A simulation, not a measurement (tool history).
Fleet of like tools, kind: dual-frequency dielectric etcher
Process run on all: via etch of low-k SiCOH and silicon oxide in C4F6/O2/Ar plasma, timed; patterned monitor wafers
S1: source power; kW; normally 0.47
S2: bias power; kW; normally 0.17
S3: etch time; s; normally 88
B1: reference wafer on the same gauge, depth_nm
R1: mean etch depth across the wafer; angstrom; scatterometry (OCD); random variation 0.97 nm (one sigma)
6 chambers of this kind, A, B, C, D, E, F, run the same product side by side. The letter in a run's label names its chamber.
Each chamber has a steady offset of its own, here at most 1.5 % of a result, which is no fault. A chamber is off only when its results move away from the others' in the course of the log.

Run 1D, hour 4.9: usual settings; B1 206.98. Result: R1 2571.2 angstrom.
Run 2B, hour 15.4: usual settings; B1 207.02. Result: R1 2571 angstrom.
Run 3F, hour 20.3: usual settings; B1 206.84. Result: R1 2557.1 angstrom.
Run 4C, hour 27: usual settings; B1 206.96. Result: R1 2590.1 angstrom.
Run 5A, hour 36.5: usual settings but S2 0.196 kW; B1 207.13. Result: R1 2695.9 angstrom.
Run 6E, hour 47.6: usual settings but S2 0.196 kW; B1 207. Result: R1 2658.8 angstrom.
Run 7A, hour 55.7: usual settings but S2 0.196 kW; B1 207.15. Result: R1 2680.2 angstrom.
Run 8F, hour 65.9: usual settings but S2 0.196 kW; B1 206.8. Result: R1 2669.6 angstrom.
Run 9D, hour 73.5: usual settings but S2 0.196 kW; B1 206.99. Result: R1 2690.6 angstrom.
Run 10C, hour 81.3: usual settings but S2 0.196 kW; B1 206.83. Result: R1 2690.3 angstrom.
Run 11E, hour 90.6: usual settings; B1 206.87. Result: R1 2547.8 angstrom.
Run 12B, hour 96.4: usual settings; B1 207.16. Result: R1 2567.4 angstrom.
Run 13D, hour 101.7: usual settings; B1 206.86. Result: R1 2581.5 angstrom.
Run 14F, hour 110: usual settings; B1 207.1. Result: R1 2559.5 angstrom.
Run 15C, hour 118.9: usual settings; B1 206.92. Result: R1 2580.7 angstrom.
Run 16E, hour 125: usual settings; B1 207.08. Result: R1 2551.6 angstrom.
At hour 131.9: chamber F: wet clean of the chamber.
Run 17B, hour 135.4: usual settings but S3 69 s; B1 206.95. Result: R1 2010.6 angstrom.
At hour 136.8: chamber D: wet clean of the chamber.
At hour 140.7: chamber C: wet clean of the chamber.
Run 18A, hour 140.8: usual settings but S3 69 s; B1 206.89. Result: R1 1994 angstrom.
Run 19B, hour 148.2: usual settings but S3 69 s; B1 206.9. Result: R1 2020.9 angstrom.
Run 20E, hour 158.9: usual settings but S3 69 s; B1 207.15. Result: R1 1994.6 angstrom.
Run 21C, hour 163.9: usual settings but S3 69 s; B1 207.16. Result: R1 2018 angstrom.
Run 22D, hour 173.6: usual settings but S3 69 s; B1 207. Result: R1 2025.9 angstrom.
Run 23F, hour 178.6: usual settings; B1 206.96. Result: R1 2552.3 angstrom.
At hour 179.5: chamber F: bias power generator calibrated.
Run 24A, hour 186.4: usual settings; B1 207.05. Result: R1 2534.5 angstrom.
Run 25E, hour 194.3: usual settings; B1 206.83. Result: R1 2554.8 angstrom.
Run 26D, hour 201.6: usual settings; B1 206.9. Result: R1 2572.6 angstrom.
Run 27A, hour 208.2: usual settings; B1 206.84. Result: R1 2513.4 angstrom.
Run 28F, hour 218.9: usual settings; B1 206.89. Result: R1 2546.8 angstrom.
Run 29B, hour 225.1: usual settings but S1 0.51 kW; B1 206.99. Result: R1 2649.4 angstrom.
At hour 230.9: chamber D: bias power generator calibrated.
Run 30C, hour 235.3: usual settings but S1 0.51 kW; B1 206.71. Result: R1 2680.5 angstrom.
Run 31F, hour 242.3: usual settings but S1 0.51 kW; B1 206.96. Result: R1 2631.9 angstrom.
Run 32A, hour 247.2: usual settings but S1 0.51 kW; B1 206.95. Result: R1 2590.4 angstrom.
At hour 251.1: chamber B: wet clean of the chamber.
Run 33B, hour 254.5: usual settings but S1 0.51 kW; B1 206.92. Result: R1 2651 angstrom.
Run 34E, hour 260.4: usual settings but S1 0.51 kW; B1 206.77. Result: R1 2628.5 angstrom.
Run 35C, hour 269: usual settings; B1 207.07. Result: R1 2573.6 angstrom.
Run 36D, hour 279.6: usual settings; B1 206.82. Result: R1 2577.1 angstrom.

Does one chamber stand apart from the rest, does the shared gauge drift, or is all well apart from small per-chamber offsets? Give the chamber and the most likely cause, where there is one.

Chamber A drifts away from the others.
What lies behind it: etch rate under this chamber's usual, % = 2.16.
The log may not tell that from: source power that arrives under what is set, %.

Chamber A could run next with any of the 4 candidate recipes listed below; each alters the usual settings, and their results appear as question marks. Which one brings its results back in line with what the other chambers deliver on the usual settings?
In-line tolerance around the mean of the other chambers on the usual settings: R1 34 angstrom
Run 37A-1, hour 287.5: usual settings but S1 0.52 kW. Result: R1 ?.
Run 37A-2, hour 287.5: usual settings but S2 0.169 kW, S3 86.5 s. Result: R1 ?.
Run 37A-3, hour 287.5: usual settings but S2 0.18 kW. Result: R1 ?.
Run 37A-4, hour 287.5: usual settings but S1 0.44 kW, S2 0.161 kW. Result: R1 ?.

Usual-settings mean across the other chambers: R1 2564.7 angstrom
  run      R1
37A-1  2619.4
37A-2  2469.6
37A-3  2561.5
37A-4    2412
With 37A-3, the chamber falls back in line with the rest.
